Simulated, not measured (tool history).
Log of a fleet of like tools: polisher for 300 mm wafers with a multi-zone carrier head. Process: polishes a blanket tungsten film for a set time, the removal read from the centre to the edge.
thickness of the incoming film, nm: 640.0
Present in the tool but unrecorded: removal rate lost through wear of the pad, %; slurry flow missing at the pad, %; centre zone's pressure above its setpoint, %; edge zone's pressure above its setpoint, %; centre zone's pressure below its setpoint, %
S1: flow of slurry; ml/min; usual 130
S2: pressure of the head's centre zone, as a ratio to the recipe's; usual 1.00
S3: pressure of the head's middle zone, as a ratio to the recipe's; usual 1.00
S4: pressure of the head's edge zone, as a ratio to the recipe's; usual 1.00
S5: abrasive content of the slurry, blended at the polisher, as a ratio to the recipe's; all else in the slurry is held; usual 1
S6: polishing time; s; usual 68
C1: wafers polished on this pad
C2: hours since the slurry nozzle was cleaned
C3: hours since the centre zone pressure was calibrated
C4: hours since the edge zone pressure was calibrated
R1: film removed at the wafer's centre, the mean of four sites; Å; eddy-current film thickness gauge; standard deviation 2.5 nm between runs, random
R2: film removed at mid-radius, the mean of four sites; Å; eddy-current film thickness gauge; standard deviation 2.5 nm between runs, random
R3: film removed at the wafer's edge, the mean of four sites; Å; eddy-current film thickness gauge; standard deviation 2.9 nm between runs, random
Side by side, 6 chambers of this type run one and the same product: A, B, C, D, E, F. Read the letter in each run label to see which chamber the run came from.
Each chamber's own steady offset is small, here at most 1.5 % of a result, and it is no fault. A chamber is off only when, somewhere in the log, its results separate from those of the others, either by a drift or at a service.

Run 1D, day 0.175: usual settings; C1 307; C2 483.1; C3 76.7; C4 607.9. Result: R1 2609.6 Å, R2 2592.7 Å, R3 2615.5 Å.
At day 0.179: chamber F: worn pad replaced by a new one.
Run 2C, day 0.408: usual settings; C1 144; C2 166.7; C3 146.3; C4 363.8. Result: R1 2601.1 Å, R2 2518.1 Å, R3 2621.7 Å.
Run 3F, day 0.625: usual settings; C1 148; C2 541.5; C3 409.7; C4 437.8. Result: R1 2578.7 Å, R2 2602.1 Å, R3 2577.1 Å.
At day 0.771: chamber B: worn pad replaced by a new one.
Run 4E, day 0.812: usual settings; C1 504; C2 42.3; C3 1015.0; C4 256.3. Result: R1 2621.9 Å, R2 2675.7 Å, R3 2545.5 Å.
Run 5A, day 0.983: usual settings but S2 1.09, S4 1.04; C1 1088; C2 629.6; C3 679.2; C4 730.3. Result: R1 2837.5 Å, R2 2618.0 Å, R3 2685.9 Å.
Run 6B, day 1.092: usual settings but S2 1.09, S4 1.04; C1 106; C2 174.9; C3 768.7; C4 533.3. Result: R1 2874.8 Å, R2 2613.4 Å, R3 2678.6 Å.
Run 7F, day 1.321: usual settings but S2 1.09, S4 1.04; C1 378; C2 558.2; C3 426.4; C4 454.5. Result: R1 2862.3 Å, R2 2625.3 Å, R3 2691.6 Å.
At day 1.346: chamber A: worn pad replaced by a new one.
At day 1.388: chamber E: worn pad replaced by a new one.
Run 8B, day 1.517: usual settings but S2 1.09, S4 1.04; C1 247; C2 185.1; C3 778.9; C4 543.5. Result: R1 2788.1 Å, R2 2550.8 Å, R3 2641.6 Å.
At day 1.667: chamber C: worn pad replaced by a new one.
Run 9C, day 1.742: usual settings but S2 1.09, S4 1.04; C1 24; C2 198.7; C3 178.3; C4 395.8. Result: R1 2866.9 Å, R2 2566.3 Å, R3 2671.4 Å.
Run 10D, day 1.846: usual settings but S2 1.09, S4 1.04; C1 859; C2 523.2; C3 116.8; C4 648.0. Result: R1 2840.4 Å, R2 2592.3 Å, R3 2613.9 Å.
Run 11A, day 1.958: usual settings; C1 202; C2 653.0; C3 702.6; C4 753.7. Result: R1 2632.9 Å, R2 2605.9 Å, R3 2568.2 Å.
Run 12E, day 2.083: usual settings; C1 231; C2 72.8; C3 1045.5; C4 286.8. Result: R1 2625.7 Å, R2 2591.0 Å, R3 2566.3 Å.
Run 13D, day 2.229: usual settings; C1 986; C2 532.4; C3 126.0; C4 657.2. Result: R1 2621.8 Å, R2 2594.3 Å, R3 2563.9 Å.
At day 2.242: chamber F: worn pad replaced by a new one.
Run 14B, day 2.350: usual settings; C1 522; C2 205.1; C3 798.9; C4 563.5. Result: R1 2567.7 Å, R2 2594.9 Å, R3 2575.3 Å.
Run 15E, day 2.542: usual settings; C1 382; C2 83.8; C3 1056.5; C4 297.8. Result: R1 2577.8 Å, R2 2619.4 Å, R3 2592.0 Å.
At day 2.554: chamber B: worn pad replaced by a new one.
Run 16A, day 2.754: usual settings; C1 465; C2 672.1; C3 721.7; C4 772.8. Result: R1 2553.9 Å, R2 2594.1 Å, R3 2569.9 Å.
Run 17C, day 2.912: usual settings; C1 412; C2 226.8; C3 206.4; C4 423.9. Result: R1 2606.7 Å, R2 2599.8 Å, R3 2652.9 Å.
Run 18F, day 3.079: usual settings; C1 277; C2 600.4; C3 468.6; C4 496.7. Result: R1 2600.9 Å, R2 2582.6 Å, R3 2644.4 Å.
At day 3.204: chamber E: worn pad replaced by a new one.
Run 19C, day 3.221: usual settings; C1 514; C2 234.2; C3 213.8; C4 431.3. Result: R1 2619.4 Å, R2 2511.3 Å, R3 2656.6 Å.
At day 3.267: chamber C: edge zone pressure recalibrated.
Run 20F, day 3.325: usual settings; C1 358; C2 606.3; C3 474.5; C4 502.6. Result: R1 2560.1 Å, R2 2577.5 Å, R3 2607.2 Å.
At day 3.479: chamber C: worn pad replaced by a new one.
Run 21A, day 3.517: usual settings; C1 717; C2 690.4; C3 740.0; C4 791.1. Result: R1 2606.4 Å, R2 2611.1 Å, R3 2612.5 Å.
At day 3.612: chamber D: worn pad replaced by a new one.
Run 22D, day 3.738: usual settings; C1 42; C2 568.6; C3 162.2; C4 693.4. Result: R1 2624.7 Å, R2 2629.5 Å, R3 2536.9 Å.
At day 3.800: chamber B: edge zone pressure recalibrated.
Run 23E, day 3.858: usual settings; C1 216; C2 115.4; C3 1088.1; C4 329.4. Result: R1 2606.5 Å, R2 2599.6 Å, R3 2562.1 Å.
Run 24B, day 4.079: usual settings; C1 505; C2 246.6; C3 840.4; C4 6.7. Result: R1 2521.5 Å, R2 2578.6 Å, R3 2551.0 Å.
Run 25D, day 4.188: usual settings; C1 191; C2 579.4; C3 173.0; C4 704.2. Result: R1 2617.5 Å, R2 2661.6 Å, R3 2631.7 Å.
Run 26B, day 4.317: usual settings; C1 583; C2 252.3; C3 846.1; C4 12.4. Result: R1 2524.3 Å, R2 2590.0 Å, R3 2638.0 Å.
At day 4.321: chamber B: worn pad replaced by a new one.
Run 27E, day 4.492: usual settings; C1 426; C2 130.6; C3 1103.3; C4 344.6. Result: R1 2633.9 Å, R2 2612.1 Å, R3 2597.0 Å.
At day 4.533: chamber F: worn pad replaced by a new one.
Run 28A, day 4.617: usual settings; C1 1081; C2 716.8; C3 766.4; C4 817.5. Result: R1 2602.8 Å, R2 2597.7 Å, R3 2578.4 Å.
Run 29C, day 4.738: usual settings; C1 416; C2 270.6; C3 250.2; C4 35.3. Result: R1 2625.8 Å, R2 2587.3 Å, R3 2659.0 Å.
At day 4.854: chamber F: slurry nozzle cleaned.
Run 30F, day 4.917: usual settings; C1 128; C2 1.6; C3 512.7; C4 540.8. Result: R1 2603.3 Å, R2 2557.3 Å, R3 2553.5 Å.
At day 5.075: chamber E: worn pad replaced by a new one.
Run 31F, day 5.096: usual settings; C1 187; C2 5.9; C3 517.0; C4 545.1. Result: R1 2633.0 Å, R2 2616.7 Å, R3 2608.2 Å.
At day 5.125: chamber C: worn pad replaced by a new one.
Run 32A, day 5.321: usual settings; C1 1314; C2 733.7; C3 783.3; C4 834.4. Result: R1 2617.2 Å, R2 2534.5 Å, R3 2584.7 Å.
At day 5.446: chamber D: edge zone pressure recalibrated.
Run 33D, day 5.462: usual settings; C1 613; C2 610.0; C3 203.6; C4 0.5. Result: R1 2601.8 Å, R2 2569.1 Å, R3 2560.0 Å.
Run 34B, day 5.588: usual settings; C1 419; C2 282.8; C3 876.6; C4 42.9. Result: R1 2554.0 Å, R2 2577.8 Å, R3 2631.4 Å.
Run 35E, day 5.783: usual settings; C1 234; C2 161.6; C3 1134.3; C4 375.6. Result: R1 2609.3 Å, R2 2545.6 Å, R3 2580.1 Å.
Run 36C, day 5.883: usual settings but S3 1.08, S6 53 s; C1 250; C2 298.1; C3 277.7; C4 62.8. Result: R1 2049.0 Å, R2 2141.0 Å, R3 2063.1 Å.

Is one chamber out of step, is the gauge drifting, or do the chambers differ by no more than their own small offsets? For an off chamber, give its letter and the likeliest cause.

No chamber stands off beyond its own small offset, and the gauge holds steady.
